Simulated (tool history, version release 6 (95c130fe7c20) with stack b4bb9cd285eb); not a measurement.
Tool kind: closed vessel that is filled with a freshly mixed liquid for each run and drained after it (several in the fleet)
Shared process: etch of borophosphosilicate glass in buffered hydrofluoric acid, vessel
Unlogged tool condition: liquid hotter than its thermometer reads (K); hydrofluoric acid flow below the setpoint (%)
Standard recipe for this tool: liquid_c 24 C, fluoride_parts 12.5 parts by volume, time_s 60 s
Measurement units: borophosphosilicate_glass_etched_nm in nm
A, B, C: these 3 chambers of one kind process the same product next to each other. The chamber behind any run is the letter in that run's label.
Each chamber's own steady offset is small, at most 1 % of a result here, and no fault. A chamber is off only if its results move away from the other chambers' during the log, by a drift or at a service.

run,hour,liquid_c,fluoride_parts,time_s,hours since the thermometer was replaced,hours since the hydrofluoric acid flow meter was replaced,"read-back film thickness of the borophosphosilicate glass reference wafer, read on the same gauge (nm)",borophosphosilicate_glass_etched_nm
1A,7.6,24,12.5,60,897.4,24.1,29.99,67.84
# hour 10.1: chamber A: thermometer replaced
2C,17.7,24,12.5,60,560.5,574.6,29.991,67.953
3B,25.7,24,12.5,60,725.6,189.8,30.041,67.658
4C,37.2,24,12.5,60,580,594.1,29.971,68.401
5A,48.8,24,12.5,60,38.8,65.3,29.966,67.886
6B,57.5,24,12.5,60,757.4,221.6,30,68.161
7B,64.6,24,12.5,60,764.5,228.7,30.008,69.316
8C,72.8,24,12.5,60,615.6,629.7,30.02,67.886
9A,87.8,24,12.5,60,77.8,104.3,30.001,67.916
10A,100.4,24,12.5,60,90.4,116.9,30.011,67.868
11C,109.6,24,12.5,60,652.4,666.5,29.987,68.991
12B,121.6,24,12.5,60,821.5,285.7,30.001,69.925
13C,128.8,24,12.5,60,671.6,685.7,29.949,68.035
14B,135.8,21.5,12.5,60,835.7,299.9,30.063,61.224
15A,149.1,21.5,12.5,60,139.1,165.6,29.955,58.731
16C,164.5,21.5,12.5,60,707.3,721.4,29.992,59.61
17A,177.6,24,12.5,60,167.6,194.1,29.983,67.297
18B,189.3,24,12.5,60,889.2,353.4,29.976,71.063
19B,204.2,24,12.5,60,904.1,368.3,30.034,71.652
20C,218,24,12.5,60,760.8,774.9,29.984,68.092
21A,233.2,24,12.5,60,223.2,249.7,29.969,68.223
22C,245.8,24,12.5,60,788.6,802.7,29.951,68.979
23B,255.3,24,12.5,60,955.2,419.4,30.027,71.724

What goes on in this fleet: one chamber off, a drifting gauge, or nothing beyond the chambers' own small offsets? Name the chamber and the cause, if any.

Little by little, chamber B moves away from the other chambers.
What lies behind it: liquid hotter than its thermometer reads (K) = 0.965.
The log may not separate it from: hydrofluoric acid flow above the setpoint (%).

Here are 4 candidates for chamber B's next run, each the usual settings with a change, their results left as question marks. Which one brings its results back in line with what the others give on the usual settings?
In line means no further than this from the other chambers' mean on the usual settings: borophosphosilicate_glass_etched_nm 1.2 nm
24B-1,266.3,25,12.5,60,,,,?
24B-2,266.3,23,12.5,60,,,,?
24B-3,266.3,24.5,12.5,65,,,,?
24B-4,266.3,22,12.5,60,,,,?

Other chambers, usual settings, mean: borophosphosilicate_glass_etched_nm 68.116 nm
run,borophosphosilicate_glass_etched_nm
24B-1,76.044
24B-2,68.341
24B-3,80.21
24B-4,64.773
The right change is 24B-2: it brings the chamber back within the allowed miss of the others.

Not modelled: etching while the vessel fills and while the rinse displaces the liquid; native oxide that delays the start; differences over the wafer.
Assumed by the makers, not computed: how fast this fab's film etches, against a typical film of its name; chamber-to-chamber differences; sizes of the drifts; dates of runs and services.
